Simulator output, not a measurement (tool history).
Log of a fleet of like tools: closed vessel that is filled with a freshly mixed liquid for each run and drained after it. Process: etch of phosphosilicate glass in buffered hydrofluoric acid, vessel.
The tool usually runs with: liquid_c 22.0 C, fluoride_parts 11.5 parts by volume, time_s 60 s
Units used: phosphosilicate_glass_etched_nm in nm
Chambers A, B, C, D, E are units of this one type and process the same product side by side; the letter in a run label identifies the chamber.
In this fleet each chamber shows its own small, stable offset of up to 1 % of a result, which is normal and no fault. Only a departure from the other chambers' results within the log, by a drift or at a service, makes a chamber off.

run,hour,liquid_c,fluoride_parts,time_s,"read-back film thickness of the phosphosilicate glass reference wafer, read on the same gauge (nm)",phosphosilicate_glass_etched_nm
1B,6.6,22.0,11.5,60,129.99,365.48
2A,13.2,22.0,11.5,60,129.97,367.72
3D,19.7,22.0,11.5,60,129.99,371.66
4C,30.1,22.0,11.5,60,130.00,373.15
5E,37.5,22.0,11.5,60,129.98,366.47
6C,44.6,22.0,11.5,60,130.03,372.53
7B,50.0,22.0,11.5,60,130.03,366.69
8E,60.7,17.5,7.5,60,129.98,429.41
# hour 67.9: chamber A: hydrofluoric acid flow meter replaced
9D,67.9,17.5,7.5,60,130.00,430.35
10A,78.1,17.5,7.5,60,129.98,432.26
11E,84.1,17.5,7.5,60,130.02,427.63
12A,92.5,17.5,7.5,60,130.00,431.48
13C,99.8,22.0,11.5,60,130.00,372.45
14D,108.1,22.0,11.5,60,130.00,368.63
15B,118.2,22.0,11.5,60,130.01,362.96
# hour 125.2: chamber B: thermometer replaced
16C,127.3,22.0,11.5,60,130.04,371.77
17B,138.3,22.0,11.5,60,130.02,362.38
18A,145.1,22.0,11.5,60,129.97,367.44
19D,154.6,22.0,11.5,60,130.00,370.02
20E,162.6,22.0,11.5,60,130.00,370.91
21B,169.4,25.5,11.5,60,130.01,436.92
22E,174.9,25.5,11.5,60,129.98,445.97
23A,180.5,25.5,11.5,60,130.00,447.75
# hour 184.1: chamber D: hydrofluoric acid flow meter replaced
24C,190.8,25.5,11.5,60,130.00,450.34
25D,197.6,25.5,11.5,60,130.00,450.97
26C,205.8,22.0,11.5,60,130.02,372.27
27B,213.2,22.0,11.5,60,130.00,357.16
28A,224.6,22.0,11.5,60,130.02,371.42
# hour 225.2: chamber D: thermometer replaced
29E,234.9,19.5,11.5,60,130.03,322.03
30D,243.4,19.5,11.5,60,129.99,324.60
31C,250.4,19.5,11.5,60,130.03,323.87
32E,256.7,19.5,11.5,60,130.00,321.32
33A,263.8,19.5,11.5,60,130.00,323.71
34D,268.9,22.0,11.5,60,130.02,370.94

Predict what each chamber gives when all 5 of them run the settings below next.
35A,277.2,22.0,10.0,60,,?
35B,277.2,22.0,10.0,60,,?
35C,277.2,22.0,10.0,60,,?
35D,277.2,22.0,10.0,60,,?
35E,277.2,22.0,10.0,60,,?

run,phosphosilicate_glass_etched_nm
35A,421.30
35B,406.47
35C,427.18
35D,423.61
35E,421.90
